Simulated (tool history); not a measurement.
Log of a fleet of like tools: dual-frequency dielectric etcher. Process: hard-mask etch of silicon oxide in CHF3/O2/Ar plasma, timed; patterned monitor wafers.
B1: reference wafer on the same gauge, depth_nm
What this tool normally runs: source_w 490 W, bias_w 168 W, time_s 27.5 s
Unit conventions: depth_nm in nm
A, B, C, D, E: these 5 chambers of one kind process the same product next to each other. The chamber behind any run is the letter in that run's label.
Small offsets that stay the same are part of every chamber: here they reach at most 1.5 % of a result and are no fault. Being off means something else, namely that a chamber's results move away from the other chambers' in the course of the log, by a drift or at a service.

{"run": "1B", "day": 0.171, "source_w": 490, "bias_w": 168, "time_s": 27.5, "B1": 44.187, "depth_nm": 48.236}
{"run": "2E", "day": 0.504, "source_w": 490, "bias_w": 168, "time_s": 27.5, "B1": 44.195, "depth_nm": 49.314}
{"day": 0.55, "done": "chamber E: wet clean of the chamber"}
{"run": "3C", "day": 0.796, "source_w": 490, "bias_w": 168, "time_s": 27.5, "B1": 44.177, "depth_nm": 49.195}
{"run": "4A", "day": 1.054, "source_w": 490, "bias_w": 168, "time_s": 27.5, "B1": 44.175, "depth_nm": 49.656}
{"day": 1.121, "done": "chamber B: bias power generator calibrated"}
{"run": "5D", "day": 1.229, "source_w": 490, "bias_w": 168, "time_s": 27.5, "B1": 44.214, "depth_nm": 49.68}
{"run": "6B", "day": 1.612, "source_w": 490, "bias_w": 168, "time_s": 27.5, "B1": 44.164, "depth_nm": 48.678}
{"run": "7E", "day": 1.8, "source_w": 490, "bias_w": 168, "time_s": 27.5, "B1": 44.189, "depth_nm": 48.54}
{"run": "8C", "day": 2.138, "source_w": 490, "bias_w": 168, "time_s": 27.5, "B1": 44.185, "depth_nm": 49.253}
{"run": "9D", "day": 2.479, "source_w": 490, "bias_w": 168, "time_s": 27.5, "B1": 44.208, "depth_nm": 49.531}
{"run": "10A", "day": 2.742, "source_w": 490, "bias_w": 198, "time_s": 27.5, "B1": 44.261, "depth_nm": 51.887}
{"run": "11A", "day": 2.917, "source_w": 490, "bias_w": 198, "time_s": 27.5, "B1": 44.223, "depth_nm": 51.679}
{"run": "12C", "day": 3.279, "source_w": 490, "bias_w": 198, "time_s": 27.5, "B1": 44.195, "depth_nm": 52.35}
{"run": "13D", "day": 3.629, "source_w": 490, "bias_w": 198, "time_s": 27.5, "B1": 44.186, "depth_nm": 52.523}
{"run": "14B", "day": 3.804, "source_w": 490, "bias_w": 198, "time_s": 27.5, "B1": 44.184, "depth_nm": 51.151}
{"run": "15E", "day": 4.112, "source_w": 490, "bias_w": 168, "time_s": 27.5, "B1": 44.182, "depth_nm": 48.831}
{"day": 4.225, "done": "chamber C: wet clean of the chamber"}
{"run": "16E", "day": 4.375, "source_w": 490, "bias_w": 168, "time_s": 27.5, "B1": 44.18, "depth_nm": 48.874}
{"run": "17A", "day": 4.679, "source_w": 490, "bias_w": 168, "time_s": 27.5, "B1": 44.159, "depth_nm": 48.763}
{"run": "18B", "day": 4.95, "source_w": 490, "bias_w": 186, "time_s": 27.5, "B1": 44.178, "depth_nm": 50.336}
{"run": "19D", "day": 5.238, "source_w": 490, "bias_w": 186, "time_s": 27.5, "B1": 44.179, "depth_nm": 51.023}
{"day": 5.45, "done": "chamber A: wet clean of the chamber"}
{"run": "20C", "day": 5.504, "source_w": 490, "bias_w": 186, "time_s": 27.5, "B1": 44.232, "depth_nm": 50.939}
{"run": "21B", "day": 5.725, "source_w": 490, "bias_w": 186, "time_s": 27.5, "B1": 44.207, "depth_nm": 50.222}
{"run": "22A", "day": 6.038, "source_w": 490, "bias_w": 186, "time_s": 27.5, "B1": 44.174, "depth_nm": 53.399}
{"run": "23C", "day": 6.404, "source_w": 490, "bias_w": 168, "time_s": 27.5, "B1": 44.231, "depth_nm": 49.2}
{"run": "24E", "day": 6.792, "source_w": 490, "bias_w": 168, "time_s": 27.5, "B1": 44.199, "depth_nm": 49.002}
{"run": "25D", "day": 7.096, "source_w": 490, "bias_w": 168, "time_s": 27.5, "B1": 44.234, "depth_nm": 49.704}
{"run": "26D", "day": 7.279, "source_w": 490, "bias_w": 168, "time_s": 27.5, "B1": 44.211, "depth_nm": 49.42}
{"run": "27E", "day": 7.471, "source_w": 490, "bias_w": 168, "time_s": 27.5, "B1": 44.206, "depth_nm": 48.682}
{"run": "28C", "day": 7.812, "source_w": 490, "bias_w": 168, "time_s": 27.5, "B1": 44.212, "depth_nm": 49.192}
{"run": "29A", "day": 8.158, "source_w": 490, "bias_w": 168, "time_s": 27.5, "B1": 44.209, "depth_nm": 51.703}
{"run": "30B", "day": 8.404, "source_w": 490, "bias_w": 168, "time_s": 27.5, "B1": 44.207, "depth_nm": 48.272}
{"run": "31E", "day": 8.592, "source_w": 490, "bias_w": 168, "time_s": 27.5, "B1": 44.251, "depth_nm": 48.892}
{"run": "32D", "day": 8.921, "source_w": 490, "bias_w": 168, "time_s": 27.5, "B1": 44.197, "depth_nm": 49.095}
{"run": "33B", "day": 9.267, "source_w": 490, "bias_w": 168, "time_s": 27.5, "B1": 44.189, "depth_nm": 48.365}
{"run": "34C", "day": 9.625, "source_w": 490, "bias_w": 168, "time_s": 27.5, "B1": 44.222, "depth_nm": 49.041}

Has any chamber moved away from the others, gradually or after a service, or does the common gauge drift, or do the chambers differ only by their own small steady offsets? State the chamber and the most likely cause if one applies.

A service on chamber A put it out of line with the rest.
Cause: etch rate over this chamber's usual, % = 5.26.

Below are 4 candidate recipes for chamber A's next run, each the usual settings with a change, their results shown as question marks. Which of them brings A's results back in line with what the other chambers give on the usual settings?
To be in line, a result may differ from the other chambers' mean on the usual settings by at most: depth_nm 0.78 nm
{"run": "35A-1", "day": 9.908, "source_w": 500, "bias_w": 170, "time_s": 28.5, "depth_nm": "?"}
{"run": "35A-2", "day": 9.908, "source_w": 460, "bias_w": 168, "time_s": 27.5, "depth_nm": "?"}
{"run": "35A-3", "day": 9.908, "source_w": 490, "bias_w": 168, "time_s": 26, "depth_nm": "?"}
{"run": "35A-4", "day": 9.908, "source_w": 490, "bias_w": 169, "time_s": 28, "depth_nm": "?"}

On the usual settings, the other chambers give on average: depth_nm 49.003 nm
run=35A-1 depth_nm=54.106
run=35A-2 depth_nm=50.369
run=35A-3 depth_nm=48.788
run=35A-4 depth_nm=52.644
It is 35A-3 that realigns the chamber with its peers.
